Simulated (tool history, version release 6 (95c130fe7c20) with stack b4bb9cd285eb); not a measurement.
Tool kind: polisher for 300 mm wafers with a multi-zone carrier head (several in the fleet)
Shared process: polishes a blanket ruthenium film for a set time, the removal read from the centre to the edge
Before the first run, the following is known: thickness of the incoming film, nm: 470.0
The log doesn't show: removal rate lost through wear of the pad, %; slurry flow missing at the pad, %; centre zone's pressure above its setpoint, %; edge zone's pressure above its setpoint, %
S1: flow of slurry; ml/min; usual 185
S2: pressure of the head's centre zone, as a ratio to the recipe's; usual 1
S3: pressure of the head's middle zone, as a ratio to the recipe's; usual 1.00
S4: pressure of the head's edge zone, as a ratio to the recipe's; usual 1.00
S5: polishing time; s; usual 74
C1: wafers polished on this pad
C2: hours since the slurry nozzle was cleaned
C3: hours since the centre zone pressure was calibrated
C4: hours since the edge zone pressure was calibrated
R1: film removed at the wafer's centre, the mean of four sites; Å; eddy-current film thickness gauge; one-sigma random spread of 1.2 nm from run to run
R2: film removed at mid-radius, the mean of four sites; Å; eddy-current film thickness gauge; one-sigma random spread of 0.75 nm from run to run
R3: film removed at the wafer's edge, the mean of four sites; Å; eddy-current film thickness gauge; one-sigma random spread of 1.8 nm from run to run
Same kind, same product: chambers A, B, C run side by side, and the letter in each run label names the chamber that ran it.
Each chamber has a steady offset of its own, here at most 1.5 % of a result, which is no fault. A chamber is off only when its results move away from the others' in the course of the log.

run	hour	S1	S2	S3	S4	S5	C1	C2	C3	C4	R1	R2	R3
# hour 2.7: chamber A: edge zone pressure recalibrated
# hour 12.8: chamber C: worn pad replaced by a new one
1C	13.1	185	1	1.00	1.00	74	2	290.2	553.6	518.8	1264.8	1232.0	1251.2
# hour 15.5: chamber C: centre zone pressure recalibrated
2A	22.0	185	1	1.00	1.00	74	1127	524.0	349.3	19.4	1229.7	1227.7	1236.6
3B	32.9	185	1	1.00	1.00	74	476	524.9	686.0	1035.2	1238.4	1237.3	1220.6
4A	45.6	185	1	1.00	1.00	74	1305	547.6	372.9	43.0	1217.7	1230.9	1252.7
5C	54.7	185	1	1.00	1.00	74	316	331.8	39.3	560.4	1240.6	1239.3	1219.7
# hour 58.1: chamber A: worn pad replaced by a new one
6B	63.6	185	1	1.00	1.00	74	708	555.6	716.7	1065.9	1236.8	1223.5	1234.8
7B	72.4	185	1	1.00	1.00	74	774	564.4	725.5	1074.7	1221.1	1238.4	1228.8
# hour 81.4: chamber B: centre zone pressure recalibrated
8A	81.7	185	1	1.00	1.00	74	179	583.7	409.0	79.1	1236.8	1230.7	1245.2
9C	90.4	185	1	1.00	1.00	74	586	367.5	75.0	596.1	1243.9	1230.2	1271.8
# hour 98.7: chamber A: slurry nozzle cleaned
10A	101.4	185	1	1.00	1.00	74	328	2.8	428.7	98.8	1228.6	1238.4	1259.6
# hour 106.8: chamber C: worn pad replaced by a new one
11C	110.4	185	1	1.00	1.00	74	27	387.5	95.0	616.1	1228.6	1235.1	1212.3
12B	122.7	220	1	1.00	0.89	74	1155	614.7	41.4	1125.0	1372.0	1279.6	1219.0
13C	129.3	220	1	1.00	0.89	74	170	406.4	113.9	635.0	1269.8	1260.3	1212.1
# hour 137.4: chamber A: centre zone pressure recalibrated
# hour 138.3: chamber C: slurry nozzle cleaned
14A	138.9	220	1	1.00	0.89	74	611	40.3	1.6	136.3	1271.2	1283.8	1209.4
# hour 141.5: chamber B: worn pad replaced by a new one
15B	146.7	185	1	1.00	1.00	74	39	638.7	65.4	1149.0	1344.4	1227.6	1247.0
# hour 151.1: chamber B: slurry nozzle cleaned
16C	154.6	185	1	0.94	1.00	74	361	16.4	139.2	660.3	1250.3	1164.6	1248.5
17A	168.2	185	1	0.94	1.00	74	833	69.6	30.9	165.6	1229.1	1172.4	1216.1
18B	176.6	185	1	0.94	1.00	74	266	25.5	95.3	1178.9	1366.5	1178.3	1198.6
19A	189.0	185	1	0.93	1.00	94	990	90.4	51.7	186.4	1595.3	1451.5	1581.7
20C	198.7	185	1	0.93	1.00	94	695	60.5	183.3	704.4	1590.9	1451.4	1586.6
21B	208.7	185	1	0.93	1.00	94	508	57.6	127.4	1211.0	1698.9	1478.3	1547.3
# hour 210.6: chamber C: worn pad replaced by a new one
22A	217.1	185	1	1.00	1.00	74	1202	118.5	79.8	214.5	1238.8	1247.5	1268.3
# hour 229.5: chamber B: edge zone pressure recalibrated
23C	231.4	185	1	1.00	1.00	74	157	93.2	216.0	737.1	1262.8	1224.4	1233.1
24B	243.2	185	1	1.00	1.00	74	769	92.1	161.9	13.7	1326.7	1230.8	1219.8
# hour 247.5: chamber A: worn pad replaced by a new one
25A	256.0	185	1	1.00	1.00	74	64	157.4	118.7	253.4	1231.9	1233.4	1235.7
26C	265.7	185	1	1.00	1.00	74	416	127.5	250.3	771.4	1233.5	1236.0	1229.7

All 3 chambers run these settings next. Forecast each chamber's results:
27A	276.1	160	1	1.00	1.00	74					?	?	?
27B	276.1	160	1	1.00	1.00	74					?	?	?
27C	276.1	160	1	1.00	1.00	74					?	?	?

run	R1	R2	R3
27A	1202.2	1212.7	1224.9
27B	1294.6	1216.0	1191.5
27C	1217.2	1209.5	1221.0
